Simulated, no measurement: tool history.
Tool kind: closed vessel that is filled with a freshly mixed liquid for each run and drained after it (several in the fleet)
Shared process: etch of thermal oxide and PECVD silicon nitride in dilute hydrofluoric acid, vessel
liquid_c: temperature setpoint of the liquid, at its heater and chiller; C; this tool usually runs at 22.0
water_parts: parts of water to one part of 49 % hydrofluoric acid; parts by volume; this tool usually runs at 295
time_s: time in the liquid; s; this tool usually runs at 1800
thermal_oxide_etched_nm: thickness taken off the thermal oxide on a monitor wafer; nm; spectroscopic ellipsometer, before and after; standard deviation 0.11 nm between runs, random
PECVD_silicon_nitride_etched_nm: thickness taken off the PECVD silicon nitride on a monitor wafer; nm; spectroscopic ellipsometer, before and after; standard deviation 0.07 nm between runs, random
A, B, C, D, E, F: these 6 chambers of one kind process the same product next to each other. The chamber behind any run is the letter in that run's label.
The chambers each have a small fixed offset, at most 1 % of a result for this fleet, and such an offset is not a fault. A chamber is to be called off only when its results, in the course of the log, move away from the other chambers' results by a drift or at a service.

run,day,liquid_c,water_parts,time_s,hours since the thermometer was replaced,hours since the hydrofluoric acid flow meter was replaced,"read-back film thickness of the thermal oxide reference wafer, read on the same gauge (nm)","read-back film thickness of the PECVD silicon nitride reference wafer, read on the same gauge (nm)",thermal_oxide_etched_nm,PECVD_silicon_nitride_etched_nm
1F,0.417,22.0,295,1800,762.0,959.6,80.005,90.007,21.884,21.377
2D,0.796,22.0,295,1800,529.2,268.7,79.996,90.000,22.062,21.234
3E,1.200,22.0,295,1800,333.8,297.6,80.010,89.998,22.043,21.150
4A,1.629,22.0,295,1800,2039.0,795.5,80.024,90.000,22.058,21.414
5B,1.992,22.0,295,1800,1662.8,1051.2,80.011,90.017,22.166,21.189
6C,2.283,22.0,295,1800,1129.3,385.6,80.005,89.988,22.096,21.202
7D,2.512,18.5,295,2155,570.4,309.9,80.010,90.006,23.270,20.372
# day 2.579: chamber C: hydrofluoric acid flow meter replaced
8C,2.933,18.5,295,2155,1144.9,8.5,79.992,89.996,23.465,20.217
# day 3.392: chamber F: thermometer replaced
9E,3.421,18.5,295,2155,387.1,350.9,79.993,89.971,23.110,20.241
10A,3.725,18.5,295,2155,2089.3,845.8,80.009,90.008,22.991,20.579
# day 3.967: chamber E: hydrofluoric acid flow meter replaced
11B,4.042,18.5,295,2155,1712.0,1100.4,79.990,90.003,23.344,20.519
12F,4.262,18.5,295,2155,20.9,1051.9,79.997,90.024,22.999,20.373
13E,4.771,22.0,295,1800,419.5,19.4,79.979,90.018,21.737,21.250
14A,5.158,22.0,295,1800,2123.7,880.2,79.986,89.994,22.103,21.364
15F,5.558,22.0,295,1800,52.0,1083.0,80.000,89.978,21.767,21.217
16D,5.996,22.0,295,1800,654.0,393.5,79.991,89.992,22.124,21.262
17B,6.342,22.0,295,1800,1767.2,1155.6,80.000,89.953,22.070,21.555
18C,6.688,22.0,295,1800,1235.0,98.6,79.976,90.033,22.248,21.155
19C,6.908,22.0,295,1800,1240.3,103.9,80.026,90.017,22.077,21.157
20B,7.275,22.0,295,1800,1789.6,1178.0,80.010,90.014,22.425,21.642
21E,7.646,22.0,295,1800,488.5,88.4,80.000,89.982,21.728,21.201
# day 7.946: chamber D: thermometer replaced
22D,7.992,22.0,295,1800,1.2,441.4,79.984,90.009,22.136,21.308
23F,8.454,22.0,295,1800,121.5,1152.5,79.986,90.009,22.019,21.357
24A,8.712,22.0,295,1800,2209.0,965.5,80.016,90.004,22.044,21.448
25B,9.100,22.0,295,1800,1833.4,1221.8,79.983,89.989,22.501,22.188
26D,9.592,22.0,295,1800,39.6,479.8,79.994,89.994,22.016,21.397
27C,10.033,18.0,295,1800,1315.3,178.9,80.013,90.034,19.171,16.376
28F,10.288,18.0,295,1800,165.5,1196.5,80.019,90.014,19.141,16.556
29E,10.633,18.0,295,1800,560.2,160.1,80.006,89.973,18.957,16.400
30A,11.138,18.0,295,1800,2267.2,1023.7,79.969,90.002,18.955,16.497
31C,11.446,18.0,295,1800,1349.2,212.8,80.006,90.050,19.450,16.369
32D,11.921,18.0,295,1800,95.5,535.7,79.997,90.004,19.048,16.500
33E,12.421,22.0,295,1800,603.1,203.0,79.994,89.994,21.990,21.224
34A,12.746,22.0,295,1800,2305.8,1062.3,80.021,89.968,22.015,21.453
# day 12.925: chamber F: hydrofluoric acid flow meter replaced
35B,13.100,22.0,295,1800,1929.4,1317.8,80.045,90.011,23.353,23.238
36F,13.333,22.0,295,1800,238.6,9.9,79.985,90.001,21.953,21.228
37D,13.704,22.0,295,1800,138.3,578.5,80.036,89.980,22.253,21.200

Does one chamber stand apart from the rest, does the shared gauge drift, or is all well apart from small per-chamber offsets? Give the chamber and the most likely cause, where there is one.

One chamber, B, drifts off from the rest bit by bit.
Likeliest cause: liquid hotter than its thermometer reads (K) = 1.57.

Below are 4 candidate recipes for chamber B's next run, each the usual settings with a change, their results shown as question marks. Which of them brings B's results back in line with what the other chambers give on the usual settings?
In line means no further than this from the other chambers' mean on the usual settings: thermal_oxide_etched_nm 0.390 nm; PECVD_silicon_nitride_etched_nm 0.250 nm
38B-1,14.067,21.5,290,1725,,,,,?,?
38B-2,14.067,23.0,305,1930,,,,,?,?
38B-3,14.067,22.5,300,1875,,,,,?,?
38B-4,14.067,21.0,280,1660,,,,,?,?

Average result of the remaining chambers running the usual settings: thermal_oxide_etched_nm 22.063 nm; PECVD_silicon_nitride_etched_nm 21.269 nm
run,thermal_oxide_etched_nm,PECVD_silicon_nitride_etched_nm
38B-1,22.493,22.136
38B-2,24.846,25.797
38B-3,24.238,24.723
38B-4,22.220,21.364
The answer is 38B-4, which returns the chamber to within the allowed miss of the others.
